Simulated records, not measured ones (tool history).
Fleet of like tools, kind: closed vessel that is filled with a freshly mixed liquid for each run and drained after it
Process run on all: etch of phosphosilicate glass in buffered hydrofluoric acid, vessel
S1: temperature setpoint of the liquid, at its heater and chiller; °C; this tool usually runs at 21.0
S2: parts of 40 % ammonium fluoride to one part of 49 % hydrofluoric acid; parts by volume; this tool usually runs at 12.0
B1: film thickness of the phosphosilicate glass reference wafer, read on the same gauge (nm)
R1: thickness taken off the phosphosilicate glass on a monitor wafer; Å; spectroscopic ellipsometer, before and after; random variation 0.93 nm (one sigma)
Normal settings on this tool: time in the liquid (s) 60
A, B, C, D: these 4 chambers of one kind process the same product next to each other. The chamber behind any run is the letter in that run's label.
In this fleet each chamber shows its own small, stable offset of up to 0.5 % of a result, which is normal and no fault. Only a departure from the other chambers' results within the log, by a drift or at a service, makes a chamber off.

run 1D hour=7.8 | S1=21.0 S2=12.0 time_in_the_liquid_(s)=60 | B1=149.98 | R1=1921.4
run 2C hour=15.9 | S1=21.0 S2=12.0 time_in_the_liquid_(s)=60 | B1=150.00 | R1=1908.9
run 3A hour=24.8 | S1=21.0 S2=12.0 time_in_the_liquid_(s)=60 | B1=150.03 | R1=1942.1
run 4B hour=31.3 | S1=21.0 S2=12.0 time_in_the_liquid_(s)=60 | B1=149.97 | R1=1940.4
run 5D hour=36.5 | S1=25.5 S2=12.0 time_in_the_liquid_(s)=60 | B1=150.03 | R1=2461.3
run 6C hour=41.8 | S1=25.5 S2=12.0 time_in_the_liquid_(s)=60 | B1=150.05 | R1=2467.3
run 7B hour=46.8 | S1=25.5 S2=12.0 time_in_the_liquid_(s)=60 | B1=149.97 | R1=2482.5
run 8A hour=55.3 | S1=25.5 S2=12.0 time_in_the_liquid_(s)=60 | B1=149.99 | R1=2457.9
run 9B hour=65.0 | S1=21.0 S2=12.0 time_in_the_liquid_(s)=60 | B1=150.00 | R1=1924.5
run 10C hour=70.1 | S1=21.0 S2=12.0 time_in_the_liquid_(s)=60 | B1=149.95 | R1=1918.0
-- hour=70.8 chamber C: hydrofluoric acid flow meter replaced
run 11A hour=78.3 | S1=21.0 S2=12.0 time_in_the_liquid_(s)=60 | B1=150.03 | R1=1923.6
run 12D hour=89.1 | S1=21.0 S2=12.0 time_in_the_liquid_(s)=60 | B1=149.98 | R1=1931.4
run 13A hour=98.1 | S1=21.0 S2=12.0 time_in_the_liquid_(s)=60 | B1=150.01 | R1=1930.5
run 14B hour=103.1 | S1=21.0 S2=12.0 time_in_the_liquid_(s)=60 | B1=150.04 | R1=1938.3
run 15D hour=108.6 | S1=21.0 S2=12.0 time_in_the_liquid_(s)=60 | B1=149.97 | R1=1929.0
run 16C hour=116.2 | S1=21.0 S2=12.0 time_in_the_liquid_(s)=60 | B1=149.99 | R1=1915.2
run 17B hour=121.6 | S1=21.0 S2=12.0 time_in_the_liquid_(s)=60 | B1=149.97 | R1=1935.7
run 18A hour=129.8 | S1=21.0 S2=12.0 time_in_the_liquid_(s)=60 | B1=150.01 | R1=1919.9
run 19C hour=140.8 | S1=21.0 S2=12.0 time_in_the_liquid_(s)=60 | B1=150.02 | R1=1919.5
run 20D hour=147.6 | S1=21.0 S2=12.0 time_in_the_liquid_(s)=60 | B1=150.00 | R1=1930.6
run 21C hour=158.0 | S1=24.5 S2=12.0 time_in_the_liquid_(s)=70 | B1=150.03 | R1=2702.8
run 22A hour=166.0 | S1=24.5 S2=12.0 time_in_the_liquid_(s)=70 | B1=150.06 | R1=2751.6
run 23D hour=172.0 | S1=24.5 S2=12.0 time_in_the_liquid_(s)=70 | B1=150.01 | R1=2715.9
run 24B hour=182.8 | S1=24.5 S2=12.0 time_in_the_liquid_(s)=70 | B1=150.00 | R1=2739.5
run 25B hour=192.5 | S1=21.0 S2=10.5 time_in_the_liquid_(s)=60 | B1=149.99 | R1=2183.0
run 26D hour=198.0 | S1=21.0 S2=10.5 time_in_the_liquid_(s)=60 | B1=149.96 | R1=2209.1
run 27C hour=207.9 | S1=21.0 S2=10.5 time_in_the_liquid_(s)=60 | B1=149.97 | R1=2187.6
-- hour=213.9 chamber A: hydrofluoric acid flow meter replaced
run 28A hour=216.8 | S1=21.0 S2=10.5 time_in_the_liquid_(s)=60 | B1=150.01 | R1=2186.8
run 29C hour=226.2 | S1=21.0 S2=12.0 time_in_the_liquid_(s)=60 | B1=149.99 | R1=1930.9
run 30A hour=232.5 | S1=21.0 S2=12.0 time_in_the_liquid_(s)=60 | B1=150.03 | R1=1942.1
-- hour=235.1 chamber B: thermometer replaced
run 31D hour=242.2 | S1=21.0 S2=12.0 time_in_the_liquid_(s)=60 | B1=150.04 | R1=1919.3
run 32B hour=253.2 | S1=21.0 S2=16.5 time_in_the_liquid_(s)=60 | B1=150.02 | R1=1423.3
run 33B hour=263.6 | S1=21.0 S2=16.5 time_in_the_liquid_(s)=60 | B1=150.00 | R1=1417.7
run 34C hour=269.8 | S1=21.0 S2=16.5 time_in_the_liquid_(s)=60 | B1=149.98 | R1=1395.9
run 35A hour=280.7 | S1=21.0 S2=16.5 time_in_the_liquid_(s)=60 | B1=150.02 | R1=1414.0
run 36D hour=291.5 | S1=21.0 S2=8.0 time_in_the_liquid_(s)=45 | B1=150.02 | R1=2096.4
run 37B hour=296.6 | S1=21.0 S2=8.0 time_in_the_liquid_(s)=45 | B1=149.98 | R1=2072.9
run 38C hour=305.7 | S1=21.0 S2=8.0 time_in_the_liquid_(s)=45 | B1=149.99 | R1=2100.5
run 39A hour=315.0 | S1=21.0 S2=8.0 time_in_the_liquid_(s)=45 | B1=149.99 | R1=2109.8

Predict what each chamber gives when all 4 of them run the settings below next.
run 40A hour=323.2 | S1=21.0 S2=12.0 time_in_the_liquid_(s)=80 | R1=?
run 40B hour=323.2 | S1=21.0 S2=12.0 time_in_the_liquid_(s)=80 | R1=?
run 40C hour=323.2 | S1=21.0 S2=12.0 time_in_the_liquid_(s)=80 | R1=?
run 40D hour=323.2 | S1=21.0 S2=12.0 time_in_the_liquid_(s)=80 | R1=?

run=40A R1=2568.8
run=40B R1=2573.0
run=40C R1=2530.0
run=40D R1=2595.0
